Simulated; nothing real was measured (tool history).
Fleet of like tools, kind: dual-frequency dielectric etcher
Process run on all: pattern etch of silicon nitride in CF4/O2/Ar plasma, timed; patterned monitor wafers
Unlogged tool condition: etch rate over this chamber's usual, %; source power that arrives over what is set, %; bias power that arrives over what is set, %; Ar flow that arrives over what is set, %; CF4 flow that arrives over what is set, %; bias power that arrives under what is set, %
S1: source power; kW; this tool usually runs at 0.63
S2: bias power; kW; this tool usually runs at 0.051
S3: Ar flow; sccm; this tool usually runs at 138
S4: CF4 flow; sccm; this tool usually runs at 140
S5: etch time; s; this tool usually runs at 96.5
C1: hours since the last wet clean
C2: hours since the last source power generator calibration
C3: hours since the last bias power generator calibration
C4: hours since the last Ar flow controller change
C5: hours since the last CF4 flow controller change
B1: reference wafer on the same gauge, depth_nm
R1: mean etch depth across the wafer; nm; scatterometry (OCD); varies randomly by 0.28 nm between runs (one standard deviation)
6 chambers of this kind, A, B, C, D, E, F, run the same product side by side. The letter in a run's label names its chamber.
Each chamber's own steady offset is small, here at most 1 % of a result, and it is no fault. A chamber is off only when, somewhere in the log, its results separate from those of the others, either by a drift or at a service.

Run 1C, hour 8.6: usual settings; C1 137.7; C2 1122.8; C3 2199.8; C4 2167.1; C5 1900.7; B1 231.08. Result: R1 226.44 nm.
Run 2F, hour 15.3: usual settings; C1 286; C2 2003.7; C3 1182.4; C4 3585.3; C5 2083.3; B1 231.05. Result: R1 224.73 nm.
Run 3A, hour 23.6: usual settings; C1 71.4; C2 3810.9; C3 1626; C4 2278.3; C5 1132.5; B1 231.01. Result: R1 225.69 nm.
Run 4B, hour 31.2: usual settings; C1 645.5; C2 396.9; C3 284.7; C4 3054.2; C5 2388.9; B1 231.11. Result: R1 223.81 nm.
Run 5D, hour 42.3: usual settings; C1 195; C2 1350; C3 1812.4; C4 4468.8; C5 808.2; B1 231.1. Result: R1 226.32 nm.
At hour 45.9: chamber C: CF4 flow controller replaced.
Run 6E, hour 48.1: usual settings but S5 74 s; C1 371; C2 452.5; C3 954.3; C4 3751.6; C5 3252.5; B1 231.15. Result: R1 173.53 nm.
At hour 55.9: chamber B: wet clean of the chamber.
Run 7A, hour 59.8: usual settings but S5 74 s; C1 107.6; C2 3847.1; C3 1662.2; C4 2314.5; C5 1168.7; B1 231.14. Result: R1 173.2 nm.
Run 8E, hour 66.2: usual settings but S5 74 s; C1 389.1; C2 470.6; C3 972.4; C4 3769.7; C5 3270.6; B1 231.23. Result: R1 172.99 nm.
At hour 71.6: chamber E: wet clean of the chamber.
Run 9D, hour 78.1: usual settings but S5 74 s; C1 230.8; C2 1385.8; C3 1848.2; C4 4504.6; C5 844; B1 231.19. Result: R1 173.81 nm.
Run 10B, hour 91: usual settings but S5 74 s; C1 35.2; C2 456.7; C3 344.5; C4 3114; C5 2448.7; B1 231.2. Result: R1 171.98 nm.
Run 11C, hour 104.1: usual settings but S5 74 s; C1 233.2; C2 1218.3; C3 2295.3; C4 2262.6; C5 58.3; B1 231.37. Result: R1 173.52 nm.
Run 12F, hour 111.2: usual settings; C1 381.9; C2 2099.6; C3 1278.3; C4 3681.2; C5 2179.2; B1 231.36. Result: R1 225.11 nm.
At hour 119.6: chamber B: CF4 flow controller replaced.
Run 13C, hour 119.9: usual settings; C1 249; C2 1234.1; C3 2311.1; C4 2278.4; C5 74.1; B1 231.45. Result: R1 226.36 nm.
Run 14B, hour 127.9: usual settings; C1 72.1; C2 493.6; C3 381.4; C4 3150.9; C5 8.4; B1 231.37. Result: R1 224.72 nm.
Run 15F, hour 134: usual settings; C1 404.7; C2 2122.4; C3 1301.1; C4 3704; C5 2202; B1 231.48. Result: R1 225.49 nm.
At hour 136.3: chamber F: wet clean of the chamber.
Run 16A, hour 144.2: usual settings; C1 192; C2 3931.5; C3 1746.6; C4 2398.9; C5 1253.1; B1 231.54. Result: R1 225.98 nm.
Run 17D, hour 155.2: usual settings; C1 307.9; C2 1462.9; C3 1925.3; C4 4581.7; C5 921.1; B1 231.45. Result: R1 226.42 nm.
Run 18E, hour 163: usual settings; C1 91.5; C2 567.4; C3 1069.2; C4 3866.5; C5 3367.4; B1 231.5. Result: R1 226.26 nm.
Run 19F, hour 175.9: usual settings; C1 39.6; C2 2164.3; C3 1343; C4 3745.9; C5 2243.9; B1 231.53. Result: R1 225.41 nm.
At hour 180.1: chamber A: Ar flow controller replaced.
Run 20C, hour 185.7: usual settings; C1 314.8; C2 1299.9; C3 2376.9; C4 2344.2; C5 139.9; B1 231.51. Result: R1 227.13 nm.
Run 21D, hour 195.7: usual settings; C1 348.4; C2 1503.4; C3 1965.8; C4 4622.2; C5 961.6; B1 231.62. Result: R1 227.12 nm.
Run 22A, hour 202.7: usual settings; C1 250.5; C2 3990; C3 1805.1; C4 22.7; C5 1311.6; B1 231.62. Result: R1 226.72 nm.
Run 23B, hour 211.9: usual settings but S1 0.52 kW; C1 156.1; C2 577.6; C3 465.4; C4 3234.9; C5 92.4; B1 231.62. Result: R1 190.3 nm.
Run 24E, hour 223.7: usual settings but S1 0.52 kW; C1 152.2; C2 628.1; C3 1129.9; C4 3927.2; C5 3428.1; B1 231.68. Result: R1 191.06 nm.
Run 25E, hour 233.8: usual settings but S1 0.52 kW; C1 162.3; C2 638.2; C3 1140; C4 3937.3; C5 3438.2; B1 231.77. Result: R1 191.7 nm.
Run 26C, hour 241.3: usual settings but S1 0.52 kW; C1 370.4; C2 1355.5; C3 2432.5; C4 2399.8; C5 195.5; B1 231.75. Result: R1 191.43 nm.
Run 27B, hour 248: usual settings but S1 0.52 kW; C1 192.2; C2 613.7; C3 501.5; C4 3271; C5 128.5; B1 231.7. Result: R1 190.52 nm.
Run 28A, hour 257.6: usual settings but S1 0.52 kW; C1 305.4; C2 4044.9; C3 1860; C4 77.6; C5 1366.5; B1 231.76. Result: R1 191.76 nm.
Run 29D, hour 267.5: usual settings; C1 420.2; C2 1575.2; C3 2037.6; C4 4694; C5 1033.4; B1 231.79. Result: R1 227.4 nm.
Run 30F, hour 278.8: usual settings; C1 142.5; C2 2267.2; C3 1445.9; C4 3848.8; C5 2346.8; B1 231.79. Result: R1 225.76 nm.
Run 31E, hour 286.4: usual settings; C1 214.9; C2 690.8; C3 1192.6; C4 3989.9; C5 3490.8; B1 231.91. Result: R1 226.22 nm.
At hour 295.7: chamber D: wet clean of the chamber.
Run 32C, hour 298.4: usual settings; C1 427.5; C2 1412.6; C3 2489.6; C4 2456.9; C5 252.6; B1 231.92. Result: R1 226.77 nm.
Run 33D, hour 306.5: usual settings; C1 10.8; C2 1614.2; C3 2076.6; C4 4733; C5 1072.4; B1 231.93. Result: R1 227.2 nm.
Run 34F, hour 315.2: usual settings; C1 178.9; C2 2303.6; C3 1482.3; C4 3885.2; C5 2383.2; B1 231.99. Result: R1 225.53 nm.
Run 35B, hour 321.9: usual settings; C1 266.1; C2 687.6; C3 575.4; C4 3344.9; C5 202.4; B1 231.93. Result: R1 225.22 nm.
Run 36A, hour 330.9: usual settings; C1 378.7; C2 4118.2; C3 1933.3; C4 150.9; C5 1439.8; B1 232.1. Result: R1 226.69 nm.
Run 37E, hour 340.1: usual settings; C1 268.6; C2 744.5; C3 1246.3; C4 4043.6; C5 3544.5; B1 232.01. Result: R1 226.43 nm.
Run 38D, hour 349.6: usual settings; C1 53.9; C2 1657.3; C3 2119.7; C4 4776.1; C5 1115.5; B1 232.14. Result: R1 227.64 nm.
Run 39F, hour 360.5: usual settings; C1 224.2; C2 2348.9; C3 1527.6; C4 3930.5; C5 2428.5; B1 232.1. Result: R1 225.9 nm.
Run 40B, hour 366.7: usual settings; C1 310.9; C2 732.4; C3 620.2; C4 3389.7; C5 247.2; B1 232.06. Result: R1 224.99 nm.
Run 41A, hour 373.9: usual settings; C1 421.7; C2 4161.2; C3 1976.3; C4 193.9; C5 1482.8; B1 232.17. Result: R1 226.77 nm.

All chambers now run identical settings, listed one chamber a line with results as question marks. What results will each chamber show?
Run 42A, hour 383.3: usual settings. Result: R1 ?.
Run 42B, hour 383.3: usual settings. Result: R1 ?.
Run 42C, hour 383.3: usual settings. Result: R1 ?.
Run 42D, hour 383.3: usual settings. Result: R1 ?.
Run 42E, hour 383.3: usual settings. Result: R1 ?.
Run 42F, hour 383.3: usual settings. Result: R1 ?.

run      R1
42A  226.74
42B  224.55
42C   227.3
42D  227.29
42E  227.27
42F  226.17
